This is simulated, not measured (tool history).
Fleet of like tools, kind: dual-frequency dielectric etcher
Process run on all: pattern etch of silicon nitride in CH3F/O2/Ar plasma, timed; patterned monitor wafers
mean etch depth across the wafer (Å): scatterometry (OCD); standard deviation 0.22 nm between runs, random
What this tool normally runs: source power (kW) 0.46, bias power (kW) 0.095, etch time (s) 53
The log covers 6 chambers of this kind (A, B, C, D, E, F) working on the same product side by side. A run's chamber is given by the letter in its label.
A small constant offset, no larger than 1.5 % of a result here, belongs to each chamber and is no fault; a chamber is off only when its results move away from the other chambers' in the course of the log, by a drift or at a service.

run,day,source power (kW),bias power (kW),etch time (s),"read-back reference wafer on the same gauge, depth_nm",mean etch depth across the wafer (Å)
# day 0.254: chamber E: wet clean of the chamber
1E,0.567,0.46,0.095,53,49.15,434.53
2B,0.967,0.46,0.095,53,49.162,427.84
3A,1.442,0.46,0.095,53,49.167,431.54
4D,2.067,0.46,0.095,53,49.136,430.04
5F,2.388,0.46,0.109,38,49.161,324.29
6C,2.825,0.46,0.109,38,49.106,327.75
7E,3.225,0.46,0.109,38,49.116,327.5
# day 3.3: chamber D: wet clean of the chamber
8C,3.675,0.46,0.109,38,49.055,326.8
9D,4.146,0.46,0.109,38,49.153,325.18
10A,4.775,0.46,0.109,38,49.101,326.8
11F,5.258,0.46,0.113,47.5,49.087,416.06
# day 5.642: chamber A: wet clean of the chamber
12B,5.679,0.46,0.113,47.5,49.053,409.88
13F,6.088,0.46,0.113,47.5,49.115,413.43
14E,6.438,0.46,0.113,47.5,49.059,416.65
15A,6.792,0.46,0.113,47.5,49.015,413.84
16C,7.225,0.46,0.113,47.5,49.148,414.49
17B,7.646,0.46,0.095,53,49.156,427.39
18D,7.979,0.46,0.095,53,49.099,433.57
19F,8.454,0.46,0.095,53,49.028,430.39
20B,8.767,0.46,0.095,53,49.091,423.1
21D,9.375,0.46,0.095,53,49.048,431.42
22C,9.779,0.46,0.075,53,49.134,398.17
# day 10.05: chamber C: wet clean of the chamber
23A,10.242,0.46,0.075,53,49.089,396.8
24E,10.825,0.46,0.075,53,49.102,401.74
25B,11.362,0.46,0.075,53,49.1,392.14
26C,11.708,0.46,0.075,53,49.045,402.54
27E,12.05,0.46,0.075,53,49.043,396.93
28D,12.683,0.46,0.095,53,49.174,426.45
29F,13.229,0.46,0.095,39.5,49.112,322.09
# day 13.338: chamber B: bias power generator calibrated
30A,13.846,0.46,0.095,39.5,49.069,321.49
31E,14.188,0.46,0.095,39.5,49.01,326.48
32A,14.517,0.46,0.095,39.5,49.116,323.15
33B,15.075,0.46,0.095,39.5,49.145,316.91
34C,15.488,0.46,0.095,39.5,49.094,324.9
35D,15.988,0.46,0.095,53,49.037,429.51
36F,16.608,0.46,0.095,53,49.105,432.05

For the next run the whole fleet of 6 chambers uses the same settings. Give each chamber's results:
37A,17.067,0.46,0.095,53,,?
37B,17.067,0.46,0.095,53,,?
37C,17.067,0.46,0.095,53,,?
37D,17.067,0.46,0.095,53,,?
37E,17.067,0.46,0.095,53,,?
37F,17.067,0.46,0.095,53,,?

run,mean etch depth across the wafer (Å)
37A,435.52
37B,425.22
37C,434.39
37D,424.68
37E,433.54
37F,430.8
